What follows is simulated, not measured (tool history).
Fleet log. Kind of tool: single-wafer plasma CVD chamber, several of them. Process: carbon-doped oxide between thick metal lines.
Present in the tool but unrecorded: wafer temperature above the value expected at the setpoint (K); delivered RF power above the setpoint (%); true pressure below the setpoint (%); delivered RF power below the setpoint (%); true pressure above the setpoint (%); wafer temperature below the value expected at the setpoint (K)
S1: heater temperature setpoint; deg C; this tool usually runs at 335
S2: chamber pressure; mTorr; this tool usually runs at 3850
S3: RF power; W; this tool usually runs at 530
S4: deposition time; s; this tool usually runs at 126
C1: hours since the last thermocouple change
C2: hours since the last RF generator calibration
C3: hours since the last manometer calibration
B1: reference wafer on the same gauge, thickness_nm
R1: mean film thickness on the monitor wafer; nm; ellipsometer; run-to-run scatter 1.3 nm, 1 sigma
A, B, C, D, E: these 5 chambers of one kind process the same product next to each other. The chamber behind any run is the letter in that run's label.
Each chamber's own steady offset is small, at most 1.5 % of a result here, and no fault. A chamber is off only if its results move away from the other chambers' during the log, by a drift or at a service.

Run 1A, hour 4.4: usual settings; C1 436.4; C2 1266.3; C3 1731.6; B1 790.64. Result: R1 655.74 nm.
Run 2C, hour 7.0: usual settings; C1 197.2; C2 1907.5; C3 1140.5; B1 790.93. Result: R1 660.60 nm.
Run 3B, hour 9.4: usual settings; C1 518.2; C2 754.6; C3 189.9; B1 791.12. Result: R1 655.57 nm.
Run 4D, hour 11.9: usual settings; C1 558.8; C2 485.8; C3 1177.4; B1 791.19. Result: R1 652.23 nm.
Run 5E, hour 14.5: usual settings; C1 1521.8; C2 179.9; C3 826.9; B1 790.57. Result: R1 658.30 nm.
Run 6A, hour 18.4: usual settings; C1 450.4; C2 1280.3; C3 1745.6; B1 791.20. Result: R1 656.70 nm.
Run 7C, hour 22.3: usual settings but S2 3340 mTorr, S3 470 W; C1 212.5; C2 1922.8; C3 1155.8; B1 790.79. Result: R1 603.10 nm.
Run 8E, hour 24.9: usual settings but S2 3340 mTorr, S3 470 W; C1 1532.2; C2 190.3; C3 837.3; B1 791.21. Result: R1 602.41 nm.
Run 9D, hour 28.2: usual settings but S2 3340 mTorr, S3 470 W; C1 575.1; C2 502.1; C3 1193.7; B1 791.16. Result: R1 593.48 nm.
Run 10B, hour 31.0: usual settings but S2 3340 mTorr, S3 470 W; C1 539.8; C2 776.2; C3 211.5; B1 790.55. Result: R1 601.38 nm.
Run 11E, hour 35.7: usual settings but S2 3340 mTorr, S3 470 W; C1 1543.0; C2 201.1; C3 848.1; B1 790.91. Result: R1 604.34 nm.
Run 12D, hour 38.5: usual settings; C1 585.4; C2 512.4; C3 1204.0; B1 791.13. Result: R1 648.90 nm.
Run 13A, hour 41.3: usual settings; C1 473.3; C2 1303.2; C3 1768.5; B1 791.46. Result: R1 658.72 nm.
Run 14C, hour 43.6: usual settings; C1 233.8; C2 1944.1; C3 1177.1; B1 790.72. Result: R1 660.37 nm.
Run 15B, hour 48.2: usual settings; C1 557.0; C2 793.4; C3 228.7; B1 790.89. Result: R1 658.53 nm.
Run 16D, hour 50.9: usual settings; C1 597.8; C2 524.8; C3 1216.4; B1 790.75. Result: R1 650.47 nm.
Run 17B, hour 55.7: usual settings; C1 564.5; C2 800.9; C3 236.2; B1 791.30. Result: R1 657.83 nm.
Run 18A, hour 60.3: usual settings but S2 4340 mTorr; C1 492.3; C2 1322.2; C3 1787.5; B1 790.98. Result: R1 666.61 nm.
Run 19C, hour 65.1: usual settings but S2 4340 mTorr; C1 255.3; C2 1965.6; C3 1198.6; B1 791.34. Result: R1 671.42 nm.
Run 20E, hour 69.5: usual settings but S2 4340 mTorr; C1 1576.8; C2 234.9; C3 881.9; B1 791.00. Result: R1 669.80 nm.
Run 21D, hour 72.8: usual settings but S2 4340 mTorr; C1 619.7; C2 546.7; C3 1238.3; B1 791.12. Result: R1 658.76 nm.
Run 22A, hour 75.9: usual settings but S2 4340 mTorr; C1 507.9; C2 1337.8; C3 1803.1; B1 791.44. Result: R1 667.87 nm.
Run 23B, hour 78.7: usual settings but S1 344 deg C, S4 113 s; C1 587.5; C2 823.9; C3 259.2; B1 790.81. Result: R1 573.77 nm.
Run 24C, hour 81.4: usual settings but S1 344 deg C, S4 113 s; C1 271.6; C2 1981.9; C3 1214.9; B1 790.99. Result: R1 580.12 nm.
At hour 82.3: chamber C: RF generator calibrated.
Run 25E, hour 85.1: usual settings but S1 344 deg C, S4 113 s; C1 1592.4; C2 250.5; C3 897.5; B1 790.77. Result: R1 577.61 nm.
Run 26C, hour 89.9: usual settings but S1 344 deg C, S4 113 s; C1 280.1; C2 7.7; C3 1223.4; B1 791.00. Result: R1 578.57 nm.
Run 27B, hour 94.2: usual settings but S1 344 deg C, S4 113 s; C1 603.0; C2 839.4; C3 274.7; B1 790.88. Result: R1 572.57 nm.
Run 28E, hour 97.8: usual settings; C1 1605.1; C2 263.2; C3 910.2; B1 791.07. Result: R1 659.63 nm.
Run 29A, hour 101.1: usual settings; C1 533.1; C2 1363.0; C3 1828.3; B1 790.97. Result: R1 653.40 nm.
Run 30D, hour 104.2: usual settings; C1 651.1; C2 578.1; C3 1269.7; B1 791.09. Result: R1 642.49 nm.
Run 31E, hour 108.2: usual settings; C1 1615.5; C2 273.6; C3 920.6; B1 790.90. Result: R1 658.30 nm.
Run 32C, hour 111.1: usual settings; C1 301.3; C2 28.9; C3 1244.6; B1 790.99. Result: R1 661.11 nm.
Run 33D, hour 113.7: usual settings; C1 660.6; C2 587.6; C3 1279.2; B1 790.71. Result: R1 641.51 nm.
Run 34A, hour 117.4: usual settings but S3 440 W; C1 549.4; C2 1379.3; C3 1844.6; B1 791.08. Result: R1 582.34 nm.
Run 35B, hour 121.2: usual settings but S3 440 W; C1 630.0; C2 866.4; C3 301.7; B1 791.11. Result: R1 585.11 nm.
Run 36B, hour 126.1: usual settings but S3 440 W; C1 634.9; C2 871.3; C3 306.6; B1 790.90. Result: R1 586.47 nm.
Run 37C, hour 129.4: usual settings but S3 440 W; C1 319.6; C2 47.2; C3 1262.9; B1 790.95. Result: R1 586.10 nm.
Run 38D, hour 134.0: usual settings but S3 440 W; C1 680.9; C2 607.9; C3 1299.5; B1 791.68. Result: R1 568.39 nm.
Run 39A, hour 138.8: usual settings but S4 146 s; C1 570.8; C2 1400.7; C3 1866.0; B1 790.87. Result: R1 759.10 nm.
Run 40E, hour 142.4: usual settings but S4 146 s; C1 1649.7; C2 307.8; C3 954.8; B1 791.07. Result: R1 762.42 nm.
Run 41B, hour 147.2: usual settings but S4 146 s; C1 656.0; C2 892.4; C3 327.7; B1 791.19. Result: R1 759.82 nm.
Run 42A, hour 149.6: usual settings but S4 146 s; C1 581.6; C2 1411.5; C3 1876.8; B1 790.81. Result: R1 759.09 nm.

For the next run the whole fleet of 5 chambers uses the same settings. Give each chamber's results:
Run 43A, hour 153.3: usual settings but S3 625 W. Result: R1 ?.
Run 43B, hour 153.3: usual settings but S3 625 W. Result: R1 ?.
Run 43C, hour 153.3: usual settings but S3 625 W. Result: R1 ?.
Run 43D, hour 153.3: usual settings but S3 625 W. Result: R1 ?.
Run 43E, hour 153.3: usual settings but S3 625 W. Result: R1 ?.

run      R1
43A  725.69
43B  722.19
43C  729.02
43D  707.69
43E  727.18
